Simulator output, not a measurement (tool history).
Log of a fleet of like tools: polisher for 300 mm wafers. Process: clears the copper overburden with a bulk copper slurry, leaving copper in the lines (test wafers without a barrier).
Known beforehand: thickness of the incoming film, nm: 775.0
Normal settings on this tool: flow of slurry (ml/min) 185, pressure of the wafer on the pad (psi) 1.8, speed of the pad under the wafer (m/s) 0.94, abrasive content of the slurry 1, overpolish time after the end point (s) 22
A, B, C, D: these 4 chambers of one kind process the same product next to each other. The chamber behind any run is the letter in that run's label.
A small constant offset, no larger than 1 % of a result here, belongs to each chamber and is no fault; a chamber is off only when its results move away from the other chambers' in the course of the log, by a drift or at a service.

run,hour,flow of slurry (ml/min),pressure of the wafer on the pad (psi),speed of the pad under the wafer (m/s),abrasive content of the slurry,overpolish time after the end point (s),time until the end point was called (s),dishing of a wide line in a test structure (angstrom)
# hour 6.3: chamber C: slurry blender recalibrated
1D,13.0,185,1.8,0.94,1,22,162.55,565.21
# hour 19.9: chamber D: slurry blender recalibrated
2A,23.0,185,1.8,0.94,1,22,158.26,557.45
# hour 30.5: chamber B: worn pad replaced by a new one
3B,34.6,185,1.8,0.94,1,22,154.50,575.95
# hour 45.1: chamber A: worn pad replaced by a new one
4C,46.7,185,1.8,0.94,1,22,156.24,554.62
5A,58.6,185,1.8,0.94,1,22,156.88,556.05
# hour 62.9: chamber B: slurry blender recalibrated
6D,66.0,185,1.8,0.94,1,22,160.01,547.02
7B,78.1,185,1.8,0.94,1,22,159.00,560.64
# hour 84.5: chamber D: slurry nozzle cleaned
8C,87.5,185,1.8,0.94,1,22,156.87,559.52
# hour 93.4: chamber B: slurry nozzle cleaned
9A,96.6,185,1.8,0.94,1,22,158.89,560.45
# hour 100.2: chamber A: slurry blender recalibrated
10C,103.4,185,1.8,0.94,1,22,160.47,541.10
# hour 107.9: chamber A: head pressure recalibrated
11B,111.7,185,1.8,0.94,1,22,156.48,567.08
# hour 117.0: chamber C: slurry blender recalibrated
12D,118.0,185,1.8,0.94,1,22,157.31,571.17
# hour 119.4: chamber B: worn pad replaced by a new one
13D,128.9,185,1.8,0.94,1,22,157.65,554.51
14B,137.5,185,1.8,0.94,1,22,158.60,570.95
15A,144.3,185,1.8,0.94,1,22,160.44,566.83
16C,155.6,185,1.8,0.94,1,22,158.08,556.61
# hour 157.4: chamber C: worn pad replaced by a new one
17C,164.9,185,1.8,0.94,1,22,155.82,550.15
# hour 168.2: chamber A: worn pad replaced by a new one
18D,174.3,185,1.8,0.94,1,22,158.44,572.14
19A,180.6,185,1.8,0.94,1,22,157.12,559.08
# hour 185.0: chamber B: slurry blender recalibrated
20B,188.3,185,1.8,0.94,1,22,158.31,551.05
# hour 200.5: chamber B: worn pad replaced by a new one
21A,201.0,185,1.8,0.94,1,34,156.24,680.63
# hour 201.9: chamber C: slurry nozzle cleaned
22D,211.6,185,1.8,0.94,1,34,162.12,688.74
23C,224.1,185,1.8,0.94,1,34,158.38,702.23
# hour 227.8: chamber C: slurry blender recalibrated
24B,229.8,185,1.8,0.94,1,34,159.12,697.84
# hour 230.6: chamber D: worn pad replaced by a new one
25C,237.7,185,1.8,0.94,1,22,157.94,550.39
26B,245.7,185,1.8,0.94,1,22,156.07,565.77
27D,258.0,185,1.8,0.94,1,22,157.63,557.45
28A,270.0,185,1.8,0.94,1,22,158.72,558.37
# hour 271.7: chamber A: worn pad replaced by a new one
29C,281.0,185,1.8,0.94,1,22,158.18,535.61
# hour 284.8: chamber B: slurry blender recalibrated
30A,289.5,185,1.8,0.94,1,22,157.20,564.55
# hour 294.3: chamber B: worn pad replaced by a new one
31D,298.2,185,1.8,0.94,1,22,161.29,570.36
32B,310.9,185,1.8,0.94,1,22,158.47,545.89
33C,320.4,185,1.8,0.94,1,22,157.17,548.46
34D,326.6,185,1.8,0.94,1,22,160.54,568.10
# hour 330.2: chamber A: slurry blender recalibrated
35A,337.9,185,1.8,0.94,1,22,156.74,558.19
36B,350.3,160,1.8,1.16,1,22,132.13,601.54
37A,356.0,160,1.8,1.16,1,22,129.92,625.26

Decide between three cases: one chamber stands off from its peers, the gauge reading all wafers drifts, or nothing is wrong past each chamber's small offset. Where a chamber is off, say which and what most likely put it there.

Beyond each chamber's small constant offset nothing stands out, and the gauge stays steady.
